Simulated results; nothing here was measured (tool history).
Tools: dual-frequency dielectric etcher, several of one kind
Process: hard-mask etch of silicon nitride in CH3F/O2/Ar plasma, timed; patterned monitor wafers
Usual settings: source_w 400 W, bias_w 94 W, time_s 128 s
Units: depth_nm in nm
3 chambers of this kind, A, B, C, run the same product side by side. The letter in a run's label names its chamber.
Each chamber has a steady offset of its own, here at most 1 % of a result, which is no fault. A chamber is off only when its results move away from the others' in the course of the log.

run	hour	source_w	bias_w	time_s	read-back reference wafer on the same gauge, depth_nm	depth_nm
1A	5.0	400	94	128	112.95	98.954
2B	10.7	400	94	128	112.90	97.710
3C	17.2	400	94	128	112.94	98.233
4A	21.4	400	94	128	112.98	98.804
5B	25.3	400	94	128	112.98	97.790
6C	29.4	400	94	128	112.99	98.195
7C	35.6	400	94	128	113.02	98.223
8B	42.1	400	94	128	113.05	97.808
# hour 45.1: chamber B: wet clean of the chamber
9A	48.4	400	94	128	113.03	98.978
10B	52.8	400	94	128	113.07	98.059
11A	57.9	400	94	128	113.07	98.822
12C	64.7	400	94	128	113.11	98.316
13A	72.1	400	103	95	113.14	75.833
14B	78.9	400	103	95	113.15	75.161
15C	82.4	400	103	95	113.13	75.276
16A	85.8	400	94	128	113.18	99.111
17B	90.9	400	94	128	113.18	98.168
18C	97.7	400	94	128	113.23	98.349
19B	104.0	350	94	153	113.25	111.290
# hour 106.9: chamber B: bias power generator calibrated
20A	111.1	350	94	153	113.28	112.840
21C	116.2	350	94	153	113.29	111.940
22A	120.8	400	94	128	113.28	99.073
23B	126.2	400	94	128	113.33	98.109
24C	131.0	400	94	128	113.29	98.427
25A	136.1	400	94	128	113.31	99.290
26B	143.6	400	94	128	113.36	98.278
27C	147.3	400	94	128	113.38	98.439
28A	150.9	400	94	128	113.40	99.226
29B	155.1	400	94	128	113.39	98.250
30C	160.0	400	94	128	113.43	98.428
31B	165.3	400	94	128	113.42	98.295

What goes on in this fleet: one chamber off, a drifting gauge, or nothing beyond the chambers' own small offsets? Name the chamber and the cause, if any.

The gauge drifts, so all chambers seem to drift together. No chamber is off.
Cause: gauge reads high (%) = 0.483.
